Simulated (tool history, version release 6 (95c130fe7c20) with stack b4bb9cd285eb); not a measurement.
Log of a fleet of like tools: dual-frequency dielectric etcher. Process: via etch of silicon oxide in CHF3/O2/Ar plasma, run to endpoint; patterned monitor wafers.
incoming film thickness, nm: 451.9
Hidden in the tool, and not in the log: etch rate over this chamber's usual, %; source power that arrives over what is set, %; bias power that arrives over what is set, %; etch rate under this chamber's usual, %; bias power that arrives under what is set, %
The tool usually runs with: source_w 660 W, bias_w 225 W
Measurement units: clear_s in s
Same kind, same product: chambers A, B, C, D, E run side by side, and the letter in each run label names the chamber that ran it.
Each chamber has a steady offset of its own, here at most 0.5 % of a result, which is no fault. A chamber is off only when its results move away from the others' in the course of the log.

run,day,source_w,bias_w,hours since the last wet clean,hours since the last source power generator calibration,hours since the last bias power generator calibration,clear_s
1E,0.204,660,225,289.3,3229.3,265.1,205.24
2A,0.5,660,225,452.2,829.8,1207.3,204.04
3B,0.875,660,225,145,1714.6,1891.8,203.48
# day 0.979: chamber A: wet clean of the chamber
4D,1.192,660,225,245.8,2569.9,3483.6,206.53
5C,1.558,530,173,204,1177.6,1888.3,241.04
6E,1.921,530,173,330.5,3270.5,306.3,243.88
7A,2.125,530,173,27.5,868.8,1246.3,242.07
8B,2.396,530,173,181.5,1751.1,1928.3,243.75
9C,2.696,530,173,231.3,1204.9,1915.6,242.42
10D,2.912,660,187,287.1,2611.2,3524.9,218.01
11D,3.279,660,187,295.9,2620,3533.7,218.55
12C,3.692,660,187,255.2,1228.8,1939.5,218.01
13A,3.888,660,187,69.8,911.1,1288.6,218.35
14B,4.083,660,187,222,1791.6,1968.8,217.09
15E,4.338,660,225,388.5,3328.5,364.3,205.88
16E,4.579,660,225,394.3,3334.3,370.1,205.04
17C,4.892,660,225,284,1257.6,1968.3,203.77
18A,5.121,660,225,99.4,940.7,1318.2,204.32
# day 5.254: chamber E: wet clean of the chamber
19B,5.367,780,225,252.8,1822.4,1999.6,193.37
20D,5.75,780,225,355.2,2679.3,3593,191.83
21A,6.162,780,225,124.4,965.7,1343.2,192.07
22D,6.383,780,225,370.4,2694.5,3608.2,190.91
23C,6.8,780,225,329.8,1303.4,2014.1,190.99
24B,7.092,660,225,294.2,1863.8,2041,205.95
25E,7.433,660,225,52.3,3402.8,438.6,205.09
26D,7.775,660,225,403.8,2727.9,3641.6,204.75
27E,8.025,790,225,66.5,3417,452.8,191.62
28B,8.342,790,225,324.2,1893.8,2071,194.35
# day 8.579: chamber C: wet clean of the chamber
29A,8.583,790,225,182.5,1023.8,1401.3,190.99
30C,8.871,790,225,7.1,1353.1,2063.8,189.73
31B,9.075,790,225,341.8,1911.4,2088.6,195.51
# day 9.229: chamber D: wet clean of the chamber
32C,9.392,660,225,19.6,1365.6,2076.3,203.27
33E,9.579,660,259,103.8,3454.3,490.1,195.81
34A,9.992,660,259,216.3,1057.6,1435.1,195.89
35D,10.271,660,259,25,2787.8,3701.5,194.3
36B,10.675,660,259,380.2,1949.8,2127,200.8
37C,11.038,660,259,59.1,1405.1,2115.8,194.48
38E,11.233,660,225,143.5,3494,529.8,205.36
39A,11.592,660,225,254.7,1096,1473.5,204.64
40D,11.912,660,225,64.4,2827.2,3740.9,206.18
41B,12.179,660,225,416.3,1985.9,2163.1,215.66
42A,12.396,560,201,274,1115.3,1492.8,226.37

One chamber off, gauge drift, or nothing amiss beyond the chambers' own small offsets? If it is a chamber, which one, and what is the likeliest cause?

Chamber B drifts away from the others.
Cause: etch rate under this chamber's usual, % = 5.44.

Which of the 4 candidates below, each the usual settings with something changed and its results left as question marks, puts chamber B back in line with what the other chambers give on the usual settings?
In line means no further than this from the other chambers' mean on the usual settings: clear_s 2.8 s
43B-1,12.708,760,257,,,,?
43B-2,12.708,570,197,,,,?
43B-3,12.708,660,191,,,,?
43B-4,12.708,710,241,,,,?

Mean of the other chambers on the usual settings: clear_s 204.57 s
run,clear_s
43B-1,195.12
43B-2,238.89
43B-3,228.25
43B-4,204.82
The right change is 43B-4: it brings the chamber back within the allowed miss of the others.
